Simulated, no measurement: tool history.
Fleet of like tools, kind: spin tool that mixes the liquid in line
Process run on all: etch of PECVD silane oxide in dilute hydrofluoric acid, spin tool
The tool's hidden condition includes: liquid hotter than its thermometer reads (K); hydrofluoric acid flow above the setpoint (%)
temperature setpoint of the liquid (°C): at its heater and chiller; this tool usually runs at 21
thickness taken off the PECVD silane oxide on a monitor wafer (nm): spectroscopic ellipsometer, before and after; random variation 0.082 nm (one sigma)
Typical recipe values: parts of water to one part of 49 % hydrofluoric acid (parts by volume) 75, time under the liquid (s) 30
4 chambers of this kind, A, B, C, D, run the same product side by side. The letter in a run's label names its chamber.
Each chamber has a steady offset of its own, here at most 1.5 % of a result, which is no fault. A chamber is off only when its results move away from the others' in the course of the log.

run   hour  temperature setpoint of the liquid (°C)  parts of water to one part of 49 % hydrofluoric acid (parts by volume)  time under the liquid (s)  hours since the thermometer was replaced  hours since the hydrofluoric acid flow meter was replaced  read-back film thickness of the PECVD silane oxide reference wafer, read on the same gauge (nm)  thickness taken off the PECVD silane oxide on a monitor wafer (nm)
 1B    7.5                                       21                                                                      75                         30                                     374.2                                                     1017.4                                                                                           120.00                                                              18.097
 2A   19.5                                       21                                                                      75                         30                                     277.6                                                     1059.7                                                                                           120.01                                                              18.188
 3D   27.3                                       21                                                                      75                         30                                     410.5                                                      668.8                                                                                           120.02                                                              17.953
 4C   37.0                                       21                                                                      75                         30                                    1378.5                                                      411.4                                                                                           120.00                                                              18.230
 5B   43.6                                       21                                                                      75                         30                                     410.3                                                     1053.5                                                                                           120.01                                                              18.067
 6A   50.8                                       21                                                                      75                         30                                     308.9                                                     1091.0                                                                                           119.97                                                              18.250
 7D   64.7                                       21                                                                      75                         30                                     447.9                                                      706.2                                                                                           119.99                                                              17.952
      70.7  -- chamber B: hydrofluoric acid flow meter replaced
 8C   74.9                                       21                                                                      75                         30                                    1416.4                                                      449.3                                                                                           120.00                                                              18.216
 9C   81.9                                       21                                                                      75                         30                                    1423.4                                                      456.3                                                                                           119.99                                                              18.059
10B   95.4                                       21                                                                      75                         30                                     462.1                                                       24.7                                                                                           119.99                                                              18.117
11D  108.0                                       21                                                                      75                         30                                     491.2                                                      749.5                                                                                           120.01                                                              18.018
12A  115.2                                       21                                                                      75                         30                                     373.3                                                     1155.4                                                                                           119.99                                                              18.345
13C  123.5                                       21                                                                      75                         30                                    1465.0                                                      497.9                                                                                           120.00                                                              18.059
14A  132.3                                       21                                                                      75                         30                                     390.4                                                     1172.5                                                                                           120.00                                                              18.564
15D  145.4                                       21                                                                      75                         30                                     528.6                                                      786.9                                                                                           120.00                                                              17.999
16B  154.6                                       21                                                                      75                         30                                     521.3                                                       83.9                                                                                           119.98                                                              18.262
17D  166.5                                       21                                                                      75                         30                                     549.7                                                      808.0                                                                                           120.01                                                              17.988
18C  179.6                                       21                                                                      75                         30                                    1521.1                                                      554.0                                                                                           120.01                                                              18.107
19A  191.1                                       21                                                                      75                         30                                     449.2                                                     1231.3                                                                                           120.00                                                              18.788
20B  203.6                                       21                                                                      75                         30                                     570.3                                                      132.9                                                                                           120.01                                                              18.048
21B  213.2                                       21                                                                      75                         30                                     579.9                                                      142.5                                                                                           119.99                                                              18.092
22D  220.2                                       21                                                                      75                         30                                     603.4                                                      861.7                                                                                           120.00                                                              18.018
23C  231.9                                       21                                                                      75                         30                                    1573.4                                                      606.3                                                                                           120.01                                                              17.980
     240.1  -- chamber D: hydrofluoric acid flow meter replaced
24A  242.9                                       21                                                                      75                         30                                     501.0                                                     1283.1                                                                                           119.98                                                              19.148
     247.8  -- chamber C: thermometer replaced
25A  251.4                                       21                                                                      75                         30                                     509.5                                                     1291.6                                                                                           120.01                                                              19.118
26B  265.4                                       21                                                                      75                         30                                     632.1                                                      194.7                                                                                           119.98                                                              18.036
27C  273.4                                       21                                                                      75                         30                                      25.7                                                      647.8                                                                                           120.00                                                              18.109
28D  285.3                                       21                                                                      75                         20                                     668.5                                                       45.3                                                                                           119.98                                                              11.944
29D  298.3                                       21                                                                      75                         20                                     681.5                                                       58.3                                                                                           120.00                                                              11.923
30B  311.0                                       21                                                                      75                         20                                     677.7                                                      240.3                                                                                           119.99                                                              12.098

Next, every chamber runs the same settings. What will each give?
31A  321.3                                       25                                                                      75                         30                                                                                                                                                                                                                                                                         ?
31B  321.3                                       25                                                                      75                         30                                                                                                                                                                                                                                                                         ?
31C  321.3                                       25                                                                      75                         30                                                                                                                                                                                                                                                                         ?
31D  321.3                                       25                                                                      75                         30                                                                                                                                                                                                                                                                         ?

run  thickness taken off the PECVD silane oxide on a monitor wafer (nm)
31A                                                              22.840
31B                                                              21.327
31C                                                              21.257
31D                                                              21.284

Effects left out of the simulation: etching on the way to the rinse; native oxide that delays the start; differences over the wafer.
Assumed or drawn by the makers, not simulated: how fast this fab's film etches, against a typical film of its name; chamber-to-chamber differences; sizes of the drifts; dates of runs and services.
